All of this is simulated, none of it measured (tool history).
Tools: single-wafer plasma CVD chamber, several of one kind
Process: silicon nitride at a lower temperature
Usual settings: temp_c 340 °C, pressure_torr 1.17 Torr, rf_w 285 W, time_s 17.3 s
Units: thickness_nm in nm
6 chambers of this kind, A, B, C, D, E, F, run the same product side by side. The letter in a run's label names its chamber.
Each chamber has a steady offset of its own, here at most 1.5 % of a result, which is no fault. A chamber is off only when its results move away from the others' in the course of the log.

run   hour  temp_c  pressure_torr  rf_w  time_s  read-back reference wafer on the same gauge, thickness_nm  thickness_nm
 1A   12.1     340           1.17   285    17.3                                                       17.7        18.034
 2E     24     340           1.17   285    17.3                                                     17.697        18.195
 3C   33.2     340           1.17   285    17.3                                                     17.701            18
 4D   44.9     340           1.17   285    17.3                                                     17.692        17.858
 5B   52.9     340           1.17   285    17.3                                                     17.687        17.948
 6F   64.2     340           1.17   310    15.8                                                     17.701        17.369
 7D   69.7     340           1.17   310    15.8                                                     17.698        17.371
 8C   76.5     340           1.17   310    15.8                                                     17.692        17.414
 9A   87.3     340           1.17   310    15.8                                                     17.708        17.345
10F   99.1     340           1.17   310    15.8                                                     17.703        17.495
11E  104.7     340           1.17   310    15.8                                                     17.702        17.634
     107.8  -- chamber A: capacitance manometer re-zeroed and calibrated
12B  111.4     340           1.17   285    17.3                                                      17.69        18.021
13E  117.9     340           1.17   285    17.3                                                     17.702        18.232
14D  126.5     340           1.17   285    15.8                                                     17.697        16.419
15A  132.9     340           1.17   285    15.8                                                     17.687         16.29
16B  143.4     340           1.17   285    15.8                                                     17.702        16.444
17C  154.8     340           1.17   285    15.8                                                      17.71        16.503
18F    161     340           1.17   285    15.8                                                       17.7        16.479
19B  167.5     340           1.17   285    15.8                                                     17.704        16.517
20F  176.5     340           1.17   285    17.3                                                     17.721        18.087
21D  184.3     340           1.17   285    17.3                                                     17.687        17.835
22C  191.3     340           1.17   285    17.3                                                     17.694        17.991
23A  201.8     340           1.17   285    17.3                                                     17.695        17.578
24E  211.4     340           1.17   285    17.3                                                     17.701        18.246
25C  217.1     340           1.17   285    17.3                                                      17.69        17.928
26E    229     340           1.17   285    17.3                                                     17.703        18.224
27F  240.5     340           1.17   285    17.3                                                     17.709        18.013
28A  252.4     340           1.17   285    17.3                                                     17.722        17.597
29D  258.4     340           1.17   285    17.3                                                     17.705         17.97
30B  266.4     340           1.17   285    17.3                                                     17.693        17.975
31F  275.7     340           1.17   285    17.3                                                     17.703        18.119
32B  286.9     340           1.35   285    15.2                                                     17.689        16.474
33A    293     340           1.35   285    15.2                                                     17.692        15.998
34D    301     340           1.35   285    15.2                                                     17.693        16.451
35C  310.6     340           1.35   285    15.2                                                     17.701        16.466
36E  317.1     340           1.35   285    15.2                                                     17.694         16.81
37A  324.1     340           1.35   285    15.2                                                     17.709        15.911

What goes on in this fleet: one chamber off, a drifting gauge, or nothing beyond the chambers' own small offsets? Name the chamber and the cause, if any.

Chamber A drifts away from the others.
Cause: delivered RF power below the setpoint (%) = 5.55.

Here are 4 candidates for chamber A's next run, each the usual settings with a change, their results left as question marks. Which one brings its results back in line with what the others give on the usual settings?
In line means no further than this from the other chambers' mean on the usual settings: thickness_nm 0.22 nm
38A-1  332.8     340           1.16   280    16.9                                                                        ?
38A-2  332.8     340           1.19   285    17.9                                                                        ?
38A-3  332.8     340           1.12   265    17.3                                                                        ?
38A-4  332.8     339           1.44   285    17.3                                                                        ?

The other chambers' mean on the usual settings: thickness_nm 18.037 nm
  run  thickness_nm
38A-1        16.672
38A-2        18.019
38A-3        16.225
38A-4        18.429
38A-2 brings the chamber back in line.

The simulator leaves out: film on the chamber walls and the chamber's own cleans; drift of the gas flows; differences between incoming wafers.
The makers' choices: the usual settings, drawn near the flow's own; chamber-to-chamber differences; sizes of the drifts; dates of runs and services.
